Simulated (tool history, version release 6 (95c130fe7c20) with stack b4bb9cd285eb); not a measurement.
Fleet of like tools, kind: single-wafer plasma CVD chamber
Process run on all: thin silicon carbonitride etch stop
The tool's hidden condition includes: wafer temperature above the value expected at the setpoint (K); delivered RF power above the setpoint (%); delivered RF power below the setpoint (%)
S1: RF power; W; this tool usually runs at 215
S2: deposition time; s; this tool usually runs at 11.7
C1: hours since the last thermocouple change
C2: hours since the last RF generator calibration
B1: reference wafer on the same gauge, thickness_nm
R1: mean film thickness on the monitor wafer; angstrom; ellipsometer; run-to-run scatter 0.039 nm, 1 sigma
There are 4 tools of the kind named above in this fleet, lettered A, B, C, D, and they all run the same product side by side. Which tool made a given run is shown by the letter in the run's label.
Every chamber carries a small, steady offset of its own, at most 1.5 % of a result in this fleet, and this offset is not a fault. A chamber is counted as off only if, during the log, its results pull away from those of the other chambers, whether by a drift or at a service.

run   hour   S1    S2      C1      C2      B1      R1
 1C    3.8  215  11.7  2131.2  1044.8  7.5150  67.342
 2B    8.6  215  11.7  1195.6   469.4  7.5193  67.432
 3D   11.7  215  11.7   103.1    98.2  7.5129  68.430
 4A   15.8  215  11.7   534.6  1212.5  7.5068  68.917
 5A   20.2  215  11.7   539.0  1216.9  7.5160  68.430
 6C   23.3  215  11.7  2150.7  1064.3  7.5170  68.016
 7B   27.9  215  11.7  1214.9   488.7  7.5104  67.152
 8D   33.7  215  11.7   125.1   120.2  7.5080  68.152
 9D   38.3  215  11.7   129.7   124.8  7.5090  68.052
10B   41.3  215  11.7  1228.3   502.1  7.5145  67.834
11C   44.9  215  11.7  2172.3  1085.9  7.5072  67.697
12A   48.9  175  11.7   567.7  1245.6  7.5142  64.261
13B   53.4  175  11.7  1240.4   514.2  7.4981  62.601
14A   57.8  175  11.7   576.6  1254.5  7.5021  63.349
15C   63.7  175  11.7  2191.1  1104.7  7.5131  63.581
16D   67.8  215  11.7   159.2   154.3  7.5094  67.503
17A   71.1  215  11.7   589.9  1267.8  7.5043  67.740
18D   74.6  215  11.7   166.0   161.1  7.5070  68.357
19C   80.0  215  11.7  2207.4  1121.0  7.5220  68.215
20B   85.7  215  11.7  1272.7   546.5  7.5197  67.462
21D   90.3  215  10.0   181.7   176.8  7.5105  58.825
22C   95.5  215  10.0  2222.9  1136.5  7.5026  57.532
23B  100.3  215  10.0  1287.3   561.1  7.5070  57.160
24A  104.1  215  10.0   622.9  1300.8  7.5109  58.903
25B  107.2  215  11.7  1294.2   568.0  7.5096  67.752
26A  111.0  215  11.7   629.8  1307.7  7.5155  67.931
27C  116.0  215  10.9  2243.4  1157.0  7.4928  62.440
28D  118.7  215  10.9   210.1   205.2  7.5025  63.459
29A  121.7  215  10.9   640.5  1318.4  7.5071  63.383
30B  125.7  215  10.9  1312.7   586.5  7.5048  62.663
31D  131.1  215  11.7   222.5   217.6  7.5037  67.801
32C  137.1  215  11.7  2264.5  1178.1  7.5064  67.396
33A  142.6  215  11.7   661.4  1339.3  7.5072  67.937
34B  145.2  215  11.7  1332.2   606.0  7.5102  66.913
35D  148.1  255  11.7   239.5   234.6  7.5082  72.577
36C  151.6  255  11.7  2279.0  1192.6  7.5109  71.713
37A  157.1  255  11.7   675.9  1353.8  7.5209  72.182
38C  159.9  255  11.7  2287.3  1200.9  7.5050  70.509
39D  163.5  215  11.7   254.9   250.0  7.5062  68.161
40B  168.6  180  12.7  1355.6   629.4  7.5077  68.951
41A  173.7  180  12.7   692.5  1370.4  7.5050  70.325
42B  177.6  180  12.7  1364.6   638.4  7.5076  69.179
43D  181.0  180  12.7   272.4   267.5  7.5091  70.109

For the next run the whole fleet of 4 chambers uses the same settings. Give each chamber's results:
44A  185.3  215  11.7               ?
44B  185.3  215  11.7               ?
44C  185.3  215  11.7               ?
44D  185.3  215  11.7               ?

run      R1
44A  67.868
44B  67.180
44C  67.925
44D  68.983
